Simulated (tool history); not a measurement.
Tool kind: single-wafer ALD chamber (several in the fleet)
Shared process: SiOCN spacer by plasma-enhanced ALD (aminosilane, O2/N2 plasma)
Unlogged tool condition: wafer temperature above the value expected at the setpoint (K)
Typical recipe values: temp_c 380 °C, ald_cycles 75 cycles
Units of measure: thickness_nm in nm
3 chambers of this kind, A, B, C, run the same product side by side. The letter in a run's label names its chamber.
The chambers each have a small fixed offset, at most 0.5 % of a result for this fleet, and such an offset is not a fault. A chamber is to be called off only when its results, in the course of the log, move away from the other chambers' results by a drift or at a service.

run,hour,temp_c,ald_cycles,hours since the last thermocouple change,"read-back reference wafer on the same gauge, thickness_nm",thickness_nm
1B,11.5,380,75,656.6,5.2297,4.5276
2C,27.9,380,75,2409.7,5.2303,4.5182
# hour 32.8: chamber C: thermocouple changed; heater temperature recalibrated
3A,38.4,380,75,501.5,5.2278,4.5269
4A,53.4,380,75,516.5,5.2288,4.5751
5C,68.1,380,75,35.4,5.2310,4.5290
6B,81.0,380,75,726.1,5.2291,4.4494
7B,93.4,380,75,738.5,5.2300,4.5301
8A,103.9,380,75,567.0,5.2398,4.5488
9C,113.1,380,75,80.4,5.2266,4.4711
10A,123.8,380,75,586.9,5.2313,4.5475
11C,138.7,372,87,106.0,5.2313,5.2395
12B,148.2,372,87,793.3,5.2258,5.2158
13B,163.7,372,87,808.8,5.2332,5.2852
14C,179.5,380,75,146.8,5.2347,4.5084
15A,188.1,380,75,651.2,5.2253,4.5470
16A,203.5,387,64,666.6,5.2294,3.8792
17C,218.1,387,64,185.4,5.2347,3.8437
18B,230.3,387,64,875.4,5.2371,3.8369
19B,242.4,380,75,887.5,5.2333,4.5010
20C,255.3,380,75,222.6,5.2315,4.5213
21A,264.3,380,75,727.4,5.2286,4.5261
22C,280.6,366,63,247.9,5.2335,3.7697
23B,288.1,366,63,933.2,5.2297,3.7673
24A,303.2,366,63,766.3,5.2261,3.8091
25B,315.9,380,75,961.0,5.2331,4.4804

Is one chamber off against the others, does the gauge drift, or is nothing wrong? If a chamber is off, say which, and what the likeliest cause is.

Beyond each chamber's small constant offset nothing stands out, and the gauge stays steady.
